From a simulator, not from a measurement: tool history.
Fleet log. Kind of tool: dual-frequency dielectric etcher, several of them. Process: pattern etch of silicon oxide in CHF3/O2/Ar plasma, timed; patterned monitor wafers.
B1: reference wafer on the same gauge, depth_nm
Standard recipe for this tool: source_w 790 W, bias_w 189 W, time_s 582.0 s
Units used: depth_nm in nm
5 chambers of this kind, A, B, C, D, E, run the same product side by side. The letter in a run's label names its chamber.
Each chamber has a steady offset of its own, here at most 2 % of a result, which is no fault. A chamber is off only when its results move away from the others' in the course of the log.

{"run": "1D", "day": 0.562, "source_w": 790, "bias_w": 189, "time_s": 582.0, "B1": 1370.2, "depth_nm": 1296.8}
{"run": "2B", "day": 0.962, "source_w": 790, "bias_w": 189, "time_s": 582.0, "B1": 1370.1, "depth_nm": 1274.0}
{"run": "3E", "day": 1.388, "source_w": 790, "bias_w": 189, "time_s": 582.0, "B1": 1371.4, "depth_nm": 1293.9}
{"day": 1.45, "done": "chamber C: source power generator calibrated"}
{"run": "4C", "day": 1.95, "source_w": 790, "bias_w": 189, "time_s": 582.0, "B1": 1371.0, "depth_nm": 1309.0}
{"run": "5A", "day": 2.362, "source_w": 790, "bias_w": 189, "time_s": 582.0, "B1": 1370.5, "depth_nm": 1297.3}
{"run": "6E", "day": 3.012, "source_w": 790, "bias_w": 189, "time_s": 582.0, "B1": 1371.0, "depth_nm": 1296.2}
{"run": "7B", "day": 3.638, "source_w": 790, "bias_w": 189, "time_s": 582.0, "B1": 1371.3, "depth_nm": 1275.1}
{"run": "8D", "day": 4.2, "source_w": 790, "bias_w": 189, "time_s": 582.0, "B1": 1371.9, "depth_nm": 1298.0}
{"run": "9C", "day": 4.808, "source_w": 790, "bias_w": 189, "time_s": 582.0, "B1": 1372.5, "depth_nm": 1306.8}
{"run": "10A", "day": 5.238, "source_w": 790, "bias_w": 189, "time_s": 582.0, "B1": 1372.9, "depth_nm": 1296.9}
{"run": "11B", "day": 5.862, "source_w": 790, "bias_w": 189, "time_s": 582.0, "B1": 1373.0, "depth_nm": 1278.0}
{"day": 6.125, "done": "chamber C: wet clean of the chamber"}
{"run": "12E", "day": 6.179, "source_w": 790, "bias_w": 189, "time_s": 582.0, "B1": 1373.1, "depth_nm": 1298.3}
{"run": "13C", "day": 6.671, "source_w": 790, "bias_w": 189, "time_s": 582.0, "B1": 1373.3, "depth_nm": 1310.2}
{"day": 6.758, "done": "chamber D: source power generator calibrated"}
{"run": "14D", "day": 7.308, "source_w": 790, "bias_w": 189, "time_s": 582.0, "B1": 1373.2, "depth_nm": 1298.5}
{"run": "15A", "day": 7.733, "source_w": 790, "bias_w": 189, "time_s": 582.0, "B1": 1373.4, "depth_nm": 1304.0}
{"day": 8.15, "done": "chamber B: wet clean of the chamber"}
{"run": "16C", "day": 8.167, "source_w": 790, "bias_w": 189, "time_s": 582.0, "B1": 1374.1, "depth_nm": 1312.0}
{"run": "17B", "day": 8.696, "source_w": 790, "bias_w": 189, "time_s": 582.0, "B1": 1374.1, "depth_nm": 1280.8}
{"day": 8.717, "done": "chamber E: wet clean of the chamber"}
{"run": "18D", "day": 9.183, "source_w": 790, "bias_w": 189, "time_s": 582.0, "B1": 1374.1, "depth_nm": 1298.9}
{"day": 9.45, "done": "chamber A: wet clean of the chamber"}
{"run": "19E", "day": 9.596, "source_w": 790, "bias_w": 189, "time_s": 582.0, "B1": 1374.2, "depth_nm": 1294.8}
{"run": "20A", "day": 10.125, "source_w": 790, "bias_w": 189, "time_s": 582.0, "B1": 1374.8, "depth_nm": 1301.1}
{"run": "21D", "day": 10.462, "source_w": 790, "bias_w": 189, "time_s": 582.0, "B1": 1374.3, "depth_nm": 1299.6}
{"run": "22C", "day": 10.775, "source_w": 790, "bias_w": 189, "time_s": 582.0, "B1": 1374.7, "depth_nm": 1310.6}
{"run": "23A", "day": 11.133, "source_w": 790, "bias_w": 189, "time_s": 582.0, "B1": 1375.2, "depth_nm": 1299.5}
{"run": "24E", "day": 11.6, "source_w": 790, "bias_w": 189, "time_s": 582.0, "B1": 1374.9, "depth_nm": 1298.8}
{"run": "25B", "day": 12.012, "source_w": 790, "bias_w": 158, "time_s": 752.0, "B1": 1375.0, "depth_nm": 1564.0}
{"run": "26E", "day": 12.362, "source_w": 790, "bias_w": 158, "time_s": 752.0, "B1": 1375.8, "depth_nm": 1579.7}
{"run": "27A", "day": 12.8, "source_w": 790, "bias_w": 158, "time_s": 752.0, "B1": 1375.7, "depth_nm": 1588.6}
{"run": "28D", "day": 13.379, "source_w": 790, "bias_w": 158, "time_s": 752.0, "B1": 1375.4, "depth_nm": 1588.8}
{"day": 13.692, "done": "chamber B: bias power generator calibrated"}
{"run": "29B", "day": 13.867, "source_w": 790, "bias_w": 158, "time_s": 752.0, "B1": 1376.4, "depth_nm": 1562.0}
{"run": "30C", "day": 14.475, "source_w": 790, "bias_w": 214, "time_s": 582.0, "B1": 1375.9, "depth_nm": 1371.2}
{"day": 14.554, "done": "chamber D: bias power generator calibrated"}
{"run": "31D", "day": 14.95, "source_w": 790, "bias_w": 214, "time_s": 582.0, "B1": 1376.6, "depth_nm": 1361.7}
{"run": "32E", "day": 15.404, "source_w": 790, "bias_w": 214, "time_s": 582.0, "B1": 1376.4, "depth_nm": 1353.1}
{"run": "33B", "day": 15.95, "source_w": 790, "bias_w": 214, "time_s": 582.0, "B1": 1376.6, "depth_nm": 1338.6}
{"run": "34A", "day": 16.242, "source_w": 790, "bias_w": 214, "time_s": 582.0, "B1": 1377.1, "depth_nm": 1357.7}
{"run": "35C", "day": 16.758, "source_w": 790, "bias_w": 189, "time_s": 582.0, "B1": 1377.0, "depth_nm": 1315.3}
{"run": "36B", "day": 17.142, "source_w": 790, "bias_w": 189, "time_s": 582.0, "B1": 1377.6, "depth_nm": 1283.5}
{"run": "37A", "day": 17.742, "source_w": 790, "bias_w": 189, "time_s": 582.0, "B1": 1377.8, "depth_nm": 1305.6}
{"run": "38E", "day": 18.238, "source_w": 790, "bias_w": 189, "time_s": 582.0, "B1": 1377.6, "depth_nm": 1300.4}
{"run": "39C", "day": 18.579, "source_w": 790, "bias_w": 189, "time_s": 582.0, "B1": 1377.7, "depth_nm": 1317.1}

Does one chamber stand apart from the rest, does the shared gauge drift, or is all well apart from small per-chamber offsets? Give the chamber and the most likely cause, where there is one.

Every chamber seems to shift together because the gauge that measures them all drifts; the chambers themselves are fine.
Cause: gauge reads high (%) = 0.607.

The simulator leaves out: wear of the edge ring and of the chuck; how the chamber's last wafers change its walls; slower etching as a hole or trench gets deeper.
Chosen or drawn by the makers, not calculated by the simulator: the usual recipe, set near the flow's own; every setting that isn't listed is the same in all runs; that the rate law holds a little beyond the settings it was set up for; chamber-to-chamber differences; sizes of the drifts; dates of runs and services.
